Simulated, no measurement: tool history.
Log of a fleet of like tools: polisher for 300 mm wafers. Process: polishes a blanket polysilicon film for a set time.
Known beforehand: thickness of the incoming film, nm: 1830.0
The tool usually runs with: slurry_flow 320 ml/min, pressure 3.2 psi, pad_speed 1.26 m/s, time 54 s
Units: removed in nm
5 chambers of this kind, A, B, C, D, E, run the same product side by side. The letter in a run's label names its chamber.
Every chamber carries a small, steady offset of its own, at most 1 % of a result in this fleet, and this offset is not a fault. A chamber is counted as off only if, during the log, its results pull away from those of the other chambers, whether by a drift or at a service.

| run | hour | slurry_flow | pressure | pad_speed | time | removed |
|---|---|---|---|---|---|---|
| 1E | 4.2 | 320 | 3.2 | 1.26 | 54 | 539.74 |
| 2D | 7.4 | 320 | 3.2 | 1.26 | 54 | 544.04 |
| 3A | 11.5 | 320 | 3.2 | 1.26 | 54 | 547.39 |
| 4C | 14.1 | 320 | 3.2 | 1.26 | 54 | 543.57 |
| 5B | 17.4 | 320 | 3.2 | 1.26 | 54 | 547.35 |
| 6E | 21.0 | 320 | 3.2 | 1.26 | 54 | 542.64 |
| 7A | 23.9 | 320 | 3.2 | 1.26 | 54 | 521.71 |
| 8B | 27.7 | 320 | 3.2 | 1.26 | 54 | 556.49 |
| 9C | 31.7 | 320 | 3.2 | 1.26 | 54 | 544.53 |
| 10D | 34.9 | 320 | 3.2 | 1.26 | 54 | 544.33 |
| 11A | 37.3 | 320 | 3.2 | 1.26 | 54 | 549.77 |
| 12E | 39.2 | 320 | 4.1 | 1.26 | 54 | 692.10 |
| 13D | 43.0 | 320 | 4.1 | 1.26 | 54 | 712.05 |
| 14C | 45.4 | 320 | 4.1 | 1.26 | 54 | 687.52 |
| 15B | 47.7 | 320 | 4.1 | 1.26 | 54 | 715.56 |
| 16A | 50.5 | 320 | 4.1 | 1.26 | 54 | 689.78 |
| 17E | 53.9 | 320 | 3.2 | 1.26 | 54 | 525.04 |
|  | 56.0 | chamber D: slurry nozzle cleaned |
| 18D | 56.4 | 320 | 3.2 | 1.26 | 54 | 541.53 |
|  | 58.7 | chamber E: worn pad replaced by a new one |
| 19C | 58.7 | 320 | 3.2 | 1.26 | 54 | 543.40 |
| 20B | 62.5 | 320 | 3.2 | 1.26 | 54 | 542.23 |
| 21C | 65.2 | 320 | 3.2 | 1.26 | 54 | 544.26 |
| 22D | 69.3 | 320 | 4.2 | 1.02 | 54 | 576.83 |
| 23A | 71.9 | 320 | 4.2 | 1.02 | 54 | 584.97 |
| 24B | 74.9 | 320 | 4.2 | 1.02 | 54 | 578.53 |
| 25E | 77.4 | 320 | 4.2 | 1.02 | 54 | 563.44 |
| 26B | 80.9 | 320 | 4.2 | 1.02 | 54 | 572.08 |
| 27E | 82.9 | 320 | 3.2 | 1.26 | 54 | 521.48 |
| 28D | 85.5 | 320 | 3.2 | 1.26 | 54 | 543.80 |
| 29A | 88.7 | 320 | 3.2 | 1.26 | 54 | 534.86 |
| 30C | 90.9 | 320 | 3.2 | 1.26 | 54 | 532.62 |
| 31A | 92.8 | 320 | 3.2 | 1.26 | 54 | 530.36 |
|  | 94.7 | chamber B: slurry nozzle cleaned |
| 32C | 96.0 | 320 | 4.2 | 1.26 | 54 | 705.01 |
| 33D | 99.4 | 320 | 4.2 | 1.26 | 54 | 720.91 |
| 34B | 101.6 | 320 | 4.2 | 1.26 | 54 | 708.57 |
|  | 104.6 | chamber D: worn pad replaced by a new one |
| 35E | 105.7 | 320 | 4.2 | 1.26 | 54 | 672.34 |
| 36D | 108.3 | 320 | 4.2 | 1.26 | 54 | 726.63 |
| 37C | 112.6 | 320 | 3.2 | 1.26 | 54 | 543.42 |
| 38E | 116.3 | 320 | 3.2 | 1.26 | 54 | 511.58 |
| 39B | 120.2 | 320 | 3.2 | 1.26 | 54 | 556.77 |
| 40A | 123.2 | 320 | 3.2 | 1.26 | 54 | 527.33 |
| 41C | 127.3 | 320 | 3.2 | 1.26 | 54 | 535.62 |
| 42B | 130.7 | 320 | 3.2 | 1.26 | 54 | 542.78 |
| 43A | 134.5 | 320 | 3.2 | 1.26 | 54 | 535.46 |
| 44E | 136.5 | 320 | 3.2 | 1.26 | 54 | 494.03 |

All chambers now run identical settings, listed one chamber a line with results as question marks. What results will each chamber show?
| 45A | 139.6 | 320 | 4.2 | 1.26 | 54 | ? |
| 45B | 139.6 | 320 | 4.2 | 1.26 | 54 | ? |
| 45C | 139.6 | 320 | 4.2 | 1.26 | 54 | ? |
| 45D | 139.6 | 320 | 4.2 | 1.26 | 54 | ? |
| 45E | 139.6 | 320 | 4.2 | 1.26 | 54 | ? |

| run | removed |
|---|---|
| 45A | 708.48 |
| 45B | 720.27 |
| 45C | 706.73 |
| 45D | 696.02 |
| 45E | 662.06 |

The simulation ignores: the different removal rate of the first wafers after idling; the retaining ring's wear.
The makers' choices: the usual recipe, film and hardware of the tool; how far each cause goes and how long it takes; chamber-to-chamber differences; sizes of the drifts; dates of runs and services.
